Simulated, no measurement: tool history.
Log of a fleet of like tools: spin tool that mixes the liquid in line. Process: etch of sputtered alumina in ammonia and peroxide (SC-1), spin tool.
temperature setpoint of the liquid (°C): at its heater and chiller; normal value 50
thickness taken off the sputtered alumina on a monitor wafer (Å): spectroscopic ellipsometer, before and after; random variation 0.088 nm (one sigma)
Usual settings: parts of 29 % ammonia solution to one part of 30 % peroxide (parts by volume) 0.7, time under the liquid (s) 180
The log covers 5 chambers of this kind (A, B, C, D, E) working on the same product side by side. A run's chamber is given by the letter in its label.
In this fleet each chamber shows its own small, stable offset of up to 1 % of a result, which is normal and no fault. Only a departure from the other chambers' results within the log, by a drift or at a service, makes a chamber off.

| run | day | temperature setpoint of the liquid (°C) | parts of 29 % ammonia solution to one part of 30 % peroxide (parts by volume) | time under the liquid (s) | read-back film thickness of the sputtered alumina reference wafer, read on the same gauge (nm) | thickness taken off the sputtered alumina on a monitor wafer (Å) |
|---|---|---|---|---|---|---|
|  | 0.071 | chamber E: new drum of ammonia solution connected |
| 1C | 0.15 | 50 | 0.7 | 180 | 29.981 | 96.713 |
| 2A | 0.288 | 50 | 0.7 | 180 | 29.986 | 96.168 |
| 3B | 0.458 | 50 | 0.7 | 180 | 29.969 | 95.696 |
| 4E | 0.654 | 50 | 0.7 | 180 | 30.012 | 96.698 |
| 5D | 0.862 | 50 | 0.7 | 180 | 29.999 | 94.351 |
| 6D | 1.117 | 50 | 0.7 | 180 | 30.009 | 95.846 |
| 7E | 1.383 | 50 | 0.7 | 180 | 29.979 | 97.803 |
| 8C | 1.654 | 50 | 0.7 | 180 | 30.013 | 96.861 |
| 9A | 1.862 | 50 | 0.7 | 180 | 29.969 | 96.023 |
| 10B | 1.996 | 50 | 0.7 | 180 | 30.005 | 94.506 |
| 11B | 2.138 | 50 | 0.7 | 180 | 30.001 | 95.444 |
| 12C | 2.262 | 50 | 0.7 | 180 | 30.007 | 97.695 |
|  | 2.362 | chamber A: new drum of ammonia solution connected |
| 13E | 2.383 | 50 | 0.7 | 180 | 30.025 | 97.012 |
| 14A | 2.588 | 50 | 0.7 | 180 | 29.99 | 96.709 |
| 15D | 2.871 | 50 | 0.7 | 180 | 30.002 | 93.088 |
|  | 3.083 | chamber D: ammonia flow meter replaced |
| 16A | 3.138 | 50 | 0.7 | 180 | 29.997 | 96.694 |
| 17D | 3.321 | 50 | 0.7 | 180 | 30.011 | 91.959 |
|  | 3.375 | chamber B: new drum of ammonia solution connected |
| 18C | 3.462 | 50 | 0.7 | 180 | 30.022 | 96.5 |
| 19E | 3.612 | 50 | 0.7 | 180 | 30.01 | 97.013 |
| 20B | 3.758 | 50 | 0.7 | 180 | 29.969 | 96.431 |
| 21B | 3.992 | 50 | 0.7 | 180 | 29.98 | 96.695 |
| 22C | 4.267 | 50 | 0.7 | 180 | 29.981 | 98.17 |
| 23A | 4.525 | 50 | 0.7 | 180 | 29.988 | 95.158 |
| 24D | 4.783 | 50 | 0.7 | 180 | 30.016 | 89.489 |
| 25E | 4.967 | 50 | 0.7 | 180 | 29.96 | 94.921 |
| 26E | 5.125 | 50 | 1 | 130 | 29.963 | 72.115 |
| 27A | 5.312 | 50 | 1 | 130 | 30.035 | 71.441 |
| 28B | 5.488 | 50 | 1 | 130 | 29.986 | 72.279 |
| 29D | 5.729 | 50 | 1 | 130 | 30.001 | 63.635 |
| 30C | 5.862 | 50 | 1 | 130 | 29.982 | 72.086 |
| 31E | 6.004 | 50 | 0.7 | 180 | 30 | 96.509 |

Next, every chamber runs the same settings. What will each give?
| 32A | 6.208 | 50 | 0.7 | 180 |  | ? |
| 32B | 6.208 | 50 | 0.7 | 180 |  | ? |
| 32C | 6.208 | 50 | 0.7 | 180 |  | ? |
| 32D | 6.208 | 50 | 0.7 | 180 |  | ? |
| 32E | 6.208 | 50 | 0.7 | 180 |  | ? |

| run | thickness taken off the sputtered alumina on a monitor wafer (Å) |
|---|---|
| 32A | 95.211 |
| 32B | 95.81 |
| 32C | 96.732 |
| 32D | 84.969 |
| 32E | 95.565 |

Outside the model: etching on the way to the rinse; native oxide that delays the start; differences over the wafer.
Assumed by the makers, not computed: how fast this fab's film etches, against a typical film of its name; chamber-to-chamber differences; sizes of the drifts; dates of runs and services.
